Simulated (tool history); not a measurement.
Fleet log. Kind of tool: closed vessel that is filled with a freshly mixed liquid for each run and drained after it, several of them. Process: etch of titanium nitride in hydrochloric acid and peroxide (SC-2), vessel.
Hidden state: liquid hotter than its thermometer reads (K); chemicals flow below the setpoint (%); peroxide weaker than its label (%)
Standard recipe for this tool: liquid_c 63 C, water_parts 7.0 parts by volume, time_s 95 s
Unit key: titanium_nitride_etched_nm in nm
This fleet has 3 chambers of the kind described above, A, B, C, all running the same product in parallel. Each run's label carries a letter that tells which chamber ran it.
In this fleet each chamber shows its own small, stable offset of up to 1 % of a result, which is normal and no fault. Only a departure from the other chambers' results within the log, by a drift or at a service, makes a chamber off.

run	day	liquid_c	water_parts	time_s	hours since the thermometer was replaced	hours since the chemicals flow meter was replaced	hours since the drum of peroxide was connected	read-back film thickness of the titanium nitride reference wafer, read on the same gauge (nm)	titanium_nitride_etched_nm
1B	0.246	63	7.0	95	1405.9	1562.4	16.4	89.993	4.6024
2C	0.533	63	7.0	95	982.8	127.2	307.9	90.045	4.6564
3A	0.788	63	7.0	95	785.7	1890.3	947.0	90.013	4.6628
4C	1.338	63	7.0	95	1002.1	146.5	327.2	89.998	4.6655
5A	1.671	63	7.0	95	806.9	1911.5	968.2	89.987	4.6861
6B	2.117	63	7.0	95	1450.8	1607.3	61.3	90.020	4.6976
7A	2.558	63	7.0	95	828.2	1932.8	989.5	89.978	4.6563
8B	3.008	63	7.0	95	1472.2	1628.7	82.7	90.019	4.6103
9C	3.321	63	4.0	95	1049.7	194.1	374.8	89.969	7.0394
10B	3.817	63	4.0	95	1491.6	1648.1	102.1	90.048	6.9819
11C	4.262	63	4.0	95	1072.3	216.7	397.4	90.009	7.0847
# day 4.304: chamber A: new drum of peroxide connected
12A	4.804	63	7.0	95	882.1	1986.7	12.0	89.988	4.6616
13B	5.117	63	7.0	95	1522.8	1679.3	133.3	89.973	4.6714
14A	5.504	63	7.0	95	898.9	2003.5	28.8	89.994	4.6419
15C	5.962	63	7.0	95	1113.1	257.5	438.2	90.015	4.7958
16B	6.442	63	7.0	95	1554.6	1711.1	165.1	89.999	4.6269
17A	6.983	63	7.0	95	934.4	2039.0	64.3	90.006	4.7107
18C	7.283	63	7.0	95	1144.8	289.2	469.9	89.994	4.7759
19A	7.558	63	8.0	50	948.2	2052.8	78.1	90.012	2.2017
20C	7.992	63	8.0	50	1161.8	306.2	486.9	89.982	2.2691
21B	8.533	63	8.0	50	1604.8	1761.3	215.3	90.050	2.2109
22C	9.054	63	7.0	95	1187.3	331.7	512.4	90.006	4.8697
23A	9.338	63	7.0	95	990.9	2095.5	120.8	90.042	4.6550
24B	9.617	63	7.0	95	1630.8	1787.3	241.3	89.976	4.6631
25A	10.138	54	7.0	150	1010.1	2114.7	140.0	90.009	4.1159
26B	10.554	54	7.0	150	1653.3	1809.8	263.8	89.990	4.1484
27C	10.875	54	7.0	150	1231.0	375.4	556.1	89.991	4.3614
# day 11.029: chamber A: chemicals flow meter replaced
28A	11.279	63	6.0	125	1037.5	6.1	167.4	90.010	6.8873
29C	11.596	63	6.0	125	1248.3	392.7	573.4	90.031	7.2685
30B	12.017	63	6.0	125	1688.4	1844.9	298.9	89.985	6.8132
31B	12.400	63	7.0	95	1697.6	1854.1	308.1	89.959	4.6277
32A	12.721	63	5.5	120	1072.1	40.7	202.0	89.961	7.0326

Has any chamber moved away from the others, gradually or after a service, or does the common gauge drift, or do the chambers differ only by their own small steady offsets? State the chamber and the most likely cause if one applies.

It is chamber C that slowly wanders off from its peers.
Likeliest cause: liquid hotter than its thermometer reads (K) = 1.02.
With only this log, it may be confused with: chemicals flow above the setpoint (%).

Here are 4 candidates for chamber C's next run, each the usual settings with a change, their results left as question marks. Which one brings its results back in line with what the others give on the usual settings?
To be in line, a result may differ from the other chambers' mean on the usual settings by at most: titanium_nitride_etched_nm 0.1200 nm
33C-1	13.121	63.5	7.0	95					?
33C-2	13.121	62.5	7.0	95					?
33C-3	13.121	62.0	7.0	95					?
33C-4	13.121	63.0	6.5	95					?

Other chambers, usual settings, mean: titanium_nitride_etched_nm 4.6399 nm
run	titanium_nitride_etched_nm
33C-1	5.1133
33C-2	4.8066
33C-3	4.6582
33C-4	5.2526
33C-3 brings the chamber back in line.

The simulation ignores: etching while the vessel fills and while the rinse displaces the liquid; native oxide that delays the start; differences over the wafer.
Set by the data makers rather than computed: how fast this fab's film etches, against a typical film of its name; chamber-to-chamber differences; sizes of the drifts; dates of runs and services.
